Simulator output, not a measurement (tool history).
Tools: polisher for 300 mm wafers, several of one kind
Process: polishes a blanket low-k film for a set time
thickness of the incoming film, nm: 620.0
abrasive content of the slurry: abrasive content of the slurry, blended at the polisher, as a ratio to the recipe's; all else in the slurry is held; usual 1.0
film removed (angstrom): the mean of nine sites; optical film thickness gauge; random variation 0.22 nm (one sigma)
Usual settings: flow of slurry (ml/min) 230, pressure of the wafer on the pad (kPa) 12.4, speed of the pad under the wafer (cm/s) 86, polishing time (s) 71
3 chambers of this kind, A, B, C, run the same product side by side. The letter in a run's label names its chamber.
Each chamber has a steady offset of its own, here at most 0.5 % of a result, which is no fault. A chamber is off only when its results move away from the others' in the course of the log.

| run | hour | flow of slurry (ml/min) | pressure of the wafer on the pad (kPa) | speed of the pad under the wafer (cm/s) | abrasive content of the slurry | polishing time (s) | wafers polished on this pad | hours since the slurry nozzle was cleaned | hours since the head pressure was calibrated | hours since the slurry blender was calibrated | hours since the conditioning disc was replaced | film removed (angstrom) |
|---|---|---|---|---|---|---|---|---|---|---|---|---|
|  | 0.1 | chamber B: slurry nozzle cleaned |
| 1B | 1.9 | 230 | 12.4 | 86 | 1.0 | 71 | 180 | 1.9 | 157.4 | 184.8 | 100.3 | 251.47 |
|  | 2.7 | chamber A: worn pad replaced by a new one |
| 2C | 4.0 | 230 | 12.4 | 86 | 1.0 | 71 | 413 | 70.7 | 977.7 | 99.4 | 71.6 | 254.54 |
| 3A | 6.5 | 230 | 12.4 | 86 | 1.0 | 71 | 54 | 175.0 | 265.5 | 268.1 | 54.8 | 259.25 |
| 4C | 9.0 | 230 | 12.4 | 86 | 1.0 | 71 | 482 | 75.7 | 982.7 | 104.4 | 76.6 | 250.63 |
| 5A | 12.1 | 230 | 12.4 | 86 | 1.0 | 71 | 132 | 180.6 | 271.1 | 273.7 | 60.4 | 255.62 |
| 6B | 15.8 | 230 | 12.4 | 86 | 1.0 | 71 | 374 | 15.8 | 171.3 | 198.7 | 114.2 | 257.04 |
| 7C | 20.0 | 230 | 12.4 | 86 | 1.0 | 71 | 635 | 86.7 | 993.7 | 115.4 | 87.6 | 248.81 |
| 8A | 23.4 | 230 | 12.4 | 86 | 1.0 | 71 | 289 | 191.9 | 282.4 | 285.0 | 71.7 | 256.80 |
| 9B | 27.5 | 200 | 9.7 | 86 | 1.0 | 71 | 537 | 27.5 | 183.0 | 210.4 | 125.9 | 196.21 |
| 10B | 29.4 | 200 | 9.7 | 86 | 1.0 | 71 | 563 | 29.4 | 184.9 | 212.3 | 127.8 | 195.55 |
|  | 30.3 | chamber B: worn pad replaced by a new one |
| 11C | 32.2 | 200 | 9.7 | 86 | 1.0 | 71 | 805 | 98.9 | 1005.9 | 127.6 | 99.8 | 190.28 |
| 12A | 35.3 | 230 | 13.8 | 86 | 1.0 | 62 | 454 | 203.8 | 294.3 | 296.9 | 83.6 | 249.67 |
| 13B | 37.4 | 230 | 13.8 | 86 | 1.0 | 62 | 99 | 37.4 | 192.9 | 220.3 | 135.8 | 246.88 |
| 14C | 40.1 | 230 | 13.8 | 86 | 1.0 | 62 | 915 | 106.8 | 1013.8 | 135.5 | 107.7 | 242.95 |
| 15A | 43.1 | 230 | 12.4 | 86 | 1.0 | 71 | 563 | 211.6 | 302.1 | 304.7 | 91.4 | 254.90 |
| 16A | 46.9 | 230 | 9.7 | 86 | 1.0 | 71 | 616 | 215.4 | 305.9 | 308.5 | 95.2 | 195.91 |
| 17C | 48.8 | 230 | 9.7 | 86 | 1.0 | 71 | 1036 | 115.5 | 1022.5 | 144.2 | 116.4 | 190.59 |
|  | 48.9 | chamber A: slurry blender recalibrated |
|  | 50.2 | chamber A: slurry nozzle cleaned |
| 18B | 52.0 | 230 | 9.7 | 86 | 1.0 | 71 | 303 | 52.0 | 207.5 | 234.9 | 150.4 | 197.64 |
|  | 52.8 | chamber C: worn pad replaced by a new one |
| 19A | 54.2 | 230 | 12.4 | 86 | 1.0 | 71 | 718 | 4.1 | 313.2 | 5.4 | 102.5 | 253.56 |
| 20B | 56.7 | 230 | 12.4 | 86 | 1.0 | 71 | 368 | 56.7 | 212.2 | 239.6 | 155.1 | 252.35 |
| 21C | 60.9 | 230 | 12.4 | 86 | 1.0 | 71 | 113 | 127.6 | 1034.6 | 156.3 | 128.5 | 248.93 |
| 22C | 64.5 | 230 | 12.4 | 86 | 1.0 | 71 | 163 | 131.2 | 1038.2 | 159.9 | 132.1 | 248.41 |
|  | 65.9 | chamber C: conditioning disc replaced and pad reconditioned |
| 23A | 68.6 | 230 | 12.4 | 86 | 1.0 | 71 | 918 | 18.5 | 327.6 | 19.8 | 116.9 | 252.29 |
|  | 69.1 | chamber B: worn pad replaced by a new one |
| 24B | 71.6 | 230 | 12.4 | 86 | 1.0 | 71 | 35 | 71.6 | 227.1 | 254.5 | 170.0 | 255.71 |
| 25B | 75.0 | 230 | 12.4 | 86 | 1.0 | 71 | 82 | 75.0 | 230.5 | 257.9 | 173.4 | 255.05 |
| 26C | 79.1 | 230 | 12.4 | 86 | 1.0 | 93 | 366 | 145.8 | 1052.8 | 174.5 | 13.3 | 317.61 |
| 27A | 82.9 | 230 | 12.4 | 86 | 1.0 | 93 | 1117 | 32.8 | 341.9 | 34.1 | 131.2 | 336.38 |
|  | 84.6 | chamber A: worn pad replaced by a new one |
| 28C | 86.8 | 230 | 12.4 | 86 | 1.0 | 93 | 474 | 153.5 | 1060.5 | 182.2 | 21.0 | 315.19 |
| 29A | 90.5 | 230 | 12.4 | 86 | 1.0 | 71 | 82 | 40.4 | 349.5 | 41.7 | 138.8 | 255.58 |
| 30B | 92.5 | 230 | 12.4 | 86 | 1.0 | 71 | 325 | 92.5 | 248.0 | 275.4 | 190.9 | 252.68 |
| 31A | 96.3 | 230 | 12.4 | 86 | 1.0 | 71 | 163 | 46.2 | 355.3 | 47.5 | 144.6 | 256.87 |
| 32C | 99.1 | 230 | 12.4 | 86 | 1.0 | 71 | 645 | 165.8 | 1072.8 | 194.5 | 33.3 | 236.20 |
| 33B | 102.4 | 230 | 12.4 | 86 | 1.0 | 71 | 463 | 102.4 | 257.9 | 285.3 | 200.8 | 252.70 |

Next, every chamber runs the same settings. What will each give?
| 34A | 105.5 | 230 | 12.4 | 86 | 0.9 | 71 |  |  |  |  |  | ? |
| 34B | 105.5 | 230 | 12.4 | 86 | 0.9 | 71 |  |  |  |  |  | ? |
| 34C | 105.5 | 230 | 12.4 | 86 | 0.9 | 71 |  |  |  |  |  | ? |

| run | film removed (angstrom) |
|---|---|
| 34A | 241.78 |
| 34B | 240.39 |
| 34C | 224.53 |
